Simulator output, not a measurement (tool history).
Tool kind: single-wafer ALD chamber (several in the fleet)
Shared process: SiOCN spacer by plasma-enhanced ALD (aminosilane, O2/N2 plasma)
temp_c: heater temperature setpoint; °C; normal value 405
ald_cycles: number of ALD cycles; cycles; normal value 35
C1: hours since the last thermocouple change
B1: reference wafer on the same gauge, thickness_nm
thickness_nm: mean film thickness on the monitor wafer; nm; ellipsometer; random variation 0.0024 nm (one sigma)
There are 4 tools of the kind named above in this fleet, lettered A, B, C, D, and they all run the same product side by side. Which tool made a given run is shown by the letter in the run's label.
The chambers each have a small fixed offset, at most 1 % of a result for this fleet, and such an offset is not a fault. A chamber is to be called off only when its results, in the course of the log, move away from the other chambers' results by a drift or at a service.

Run 1C, hour 7.4: usual settings; C1 236; B1 1.9. Result: thickness_nm 2.0876 nm.
Run 2B, hour 16.7: usual settings; C1 1435.1; B1 1.9006. Result: thickness_nm 2.0628 nm.
Run 3D, hour 22.9: usual settings; C1 731.5; B1 1.9006. Result: thickness_nm 2.0715 nm.
Run 4A, hour 33.1: usual settings; C1 724.9; B1 1.9012. Result: thickness_nm 2.0922 nm.
Run 5B, hour 38.8: usual settings; C1 1457.2; B1 1.9012. Result: thickness_nm 2.0635 nm.
Run 6D, hour 49.3: usual settings but temp_c 410 °C, ald_cycles 41 cycles; C1 757.9; B1 1.9009. Result: thickness_nm 2.389 nm.
Run 7C, hour 59.7: usual settings but temp_c 410 °C, ald_cycles 41 cycles; C1 288.3; B1 1.9027. Result: thickness_nm 2.4143 nm.
Run 8A, hour 69.1: usual settings but temp_c 410 °C, ald_cycles 41 cycles; C1 760.9; B1 1.9026. Result: thickness_nm 2.4161 nm.
Run 9A, hour 75.9: usual settings but temp_c 410 °C, ald_cycles 41 cycles; C1 767.7; B1 1.9021. Result: thickness_nm 2.422 nm.
Run 10D, hour 81.1: usual settings; C1 789.7; B1 1.9026. Result: thickness_nm 2.0716 nm.
Run 11B, hour 90.2: usual settings; C1 1508.6; B1 1.903. Result: thickness_nm 2.0637 nm.
Run 12C, hour 100.4: usual settings; C1 329; B1 1.9034. Result: thickness_nm 2.0922 nm.
Run 13B, hour 108.4: usual settings; C1 1526.8; B1 1.9041. Result: thickness_nm 2.063 nm.
Run 14A, hour 116.4: usual settings; C1 808.2; B1 1.9039. Result: thickness_nm 2.0949 nm.
Run 15C, hour 123.4: usual settings; C1 352; B1 1.9049. Result: thickness_nm 2.0935 nm.
Run 16D, hour 129.5: usual settings; C1 838.1; B1 1.9048. Result: thickness_nm 2.0687 nm.
Run 17D, hour 139.5: usual settings; C1 848.1; B1 1.9049. Result: thickness_nm 2.0774 nm.
Run 18B, hour 147.3: usual settings but temp_c 415 °C, ald_cycles 28 cycles; C1 1565.7; B1 1.9048. Result: thickness_nm 1.6029 nm.
Run 19A, hour 152.1: usual settings but temp_c 415 °C, ald_cycles 28 cycles; C1 843.9; B1 1.9052. Result: thickness_nm 1.6258 nm.
Run 20C, hour 160.1: usual settings but temp_c 415 °C, ald_cycles 28 cycles; C1 388.7; B1 1.9058. Result: thickness_nm 1.6254 nm.
Run 21B, hour 165.9: usual settings but temp_c 415 °C, ald_cycles 28 cycles; C1 1584.3; B1 1.906. Result: thickness_nm 1.6047 nm.
Run 22A, hour 176: usual settings but temp_c 413 °C; C1 867.8; B1 1.9061. Result: thickness_nm 2.0543 nm.
Run 23D, hour 185.3: usual settings but temp_c 413 °C; C1 893.9; B1 1.907. Result: thickness_nm 2.0271 nm.
Run 24C, hour 194.5: usual settings but temp_c 413 °C; C1 423.1; B1 1.9073. Result: thickness_nm 2.0423 nm.
Run 25A, hour 203.6: usual settings but temp_c 413 °C; C1 895.4; B1 1.9072. Result: thickness_nm 2.0527 nm.
Run 26B, hour 213.6: usual settings; C1 1632; B1 1.9077. Result: thickness_nm 2.0667 nm.
Run 27C, hour 222.5: usual settings; C1 451.1; B1 1.908. Result: thickness_nm 2.0977 nm.
Run 28D, hour 228.2: usual settings but ald_cycles 30 cycles; C1 936.8; B1 1.9087. Result: thickness_nm 1.7828 nm.
Run 29D, hour 233.8: usual settings but ald_cycles 30 cycles; C1 942.4; B1 1.9085. Result: thickness_nm 1.7787 nm.
Run 30A, hour 239.6: usual settings but ald_cycles 30 cycles; C1 931.4; B1 1.909. Result: thickness_nm 1.8008 nm.

What goes on in this fleet: one chamber off, a drifting gauge, or nothing beyond the chambers' own small offsets? Name the chamber and the cause, if any.

The shared gauge is drifting. All chambers look as if they move in step, but none is off.
What lies behind it: gauge reads high (%) = 0.469.
